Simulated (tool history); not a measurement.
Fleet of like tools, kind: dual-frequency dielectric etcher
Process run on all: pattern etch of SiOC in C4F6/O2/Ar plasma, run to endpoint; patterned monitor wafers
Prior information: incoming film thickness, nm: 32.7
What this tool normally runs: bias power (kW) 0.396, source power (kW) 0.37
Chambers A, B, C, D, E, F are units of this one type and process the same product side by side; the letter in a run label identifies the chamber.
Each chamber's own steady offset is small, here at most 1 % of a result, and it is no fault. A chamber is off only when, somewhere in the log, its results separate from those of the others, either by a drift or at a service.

run   hour  bias power (kW)  source power (kW)  endpoint time (s)
       1.6  -- chamber F: source power generator calibrated
 1E   10.3            0.396               0.37             12.448
 2F   19.1            0.396               0.37             12.203
 3A   27.7            0.396               0.37             12.271
 4D   35.8            0.396               0.37             12.189
 5B   42.1            0.396               0.37              12.52
 6C   49.9            0.396               0.37             12.368
      52.5  -- chamber E: wet clean of the chamber
 7F   55.8            0.396               0.37             12.199
 8B   64.8            0.396               0.37             12.373
 9C   71.5            0.396               0.37             12.356
      78.6  -- chamber D: wet clean of the chamber
10E   80.2            0.396               0.37             12.305
      86.7  -- chamber B: wet clean of the chamber
11D   92.3            0.396               0.37             12.203
      99.7  -- chamber C: wet clean of the chamber
12A  100.6            0.396               0.37             12.354
13A  106.9            0.438               0.42             11.345
14D  118.5            0.438               0.42             11.335
15F    129            0.438               0.42             11.275
16B  136.9            0.438               0.42              11.44
17E  142.6            0.438               0.42             11.393
18C  151.2            0.438               0.42             11.795
19B    160            0.396               0.37             12.371
20D  167.9            0.396               0.37             12.322
21E  178.2            0.396               0.37             12.519
22F  186.7            0.484               0.37             11.374
23A    193            0.484               0.37             11.588
24C  199.6            0.484               0.37             12.016
     205.8  -- chamber A: wet clean of the chamber
25E  206.9            0.484               0.37             11.513
26C    217            0.484               0.37             12.053
27F  229.6            0.484               0.37             11.447
28A  239.2            0.396               0.37             12.345
29B  247.9            0.396               0.37             12.529
30D  258.4            0.396               0.37             12.171
31B    268            0.396               0.37               12.5
32C  280.8            0.396               0.37              12.94
33F    288            0.396               0.37             12.276
34D  297.2            0.427               0.37             12.052
35A  303.8            0.427               0.37             12.008
36E  314.9            0.427               0.37              12.07
37A  322.2            0.427               0.37             11.956
38D  328.4            0.427               0.37             11.871

Next, every chamber runs the same settings. What will each give?
39A  337.6            0.396               0.37                  ?
39B  337.6            0.396               0.37                  ?
39C  337.6            0.396               0.37                  ?
39D  337.6            0.396               0.37                  ?
39E  337.6            0.396               0.37                  ?
39F  337.6            0.396               0.37                  ?

run  endpoint time (s)
39A             12.347
39B             12.485
39C             12.984
39D             12.383
39E             12.432
39F              12.25
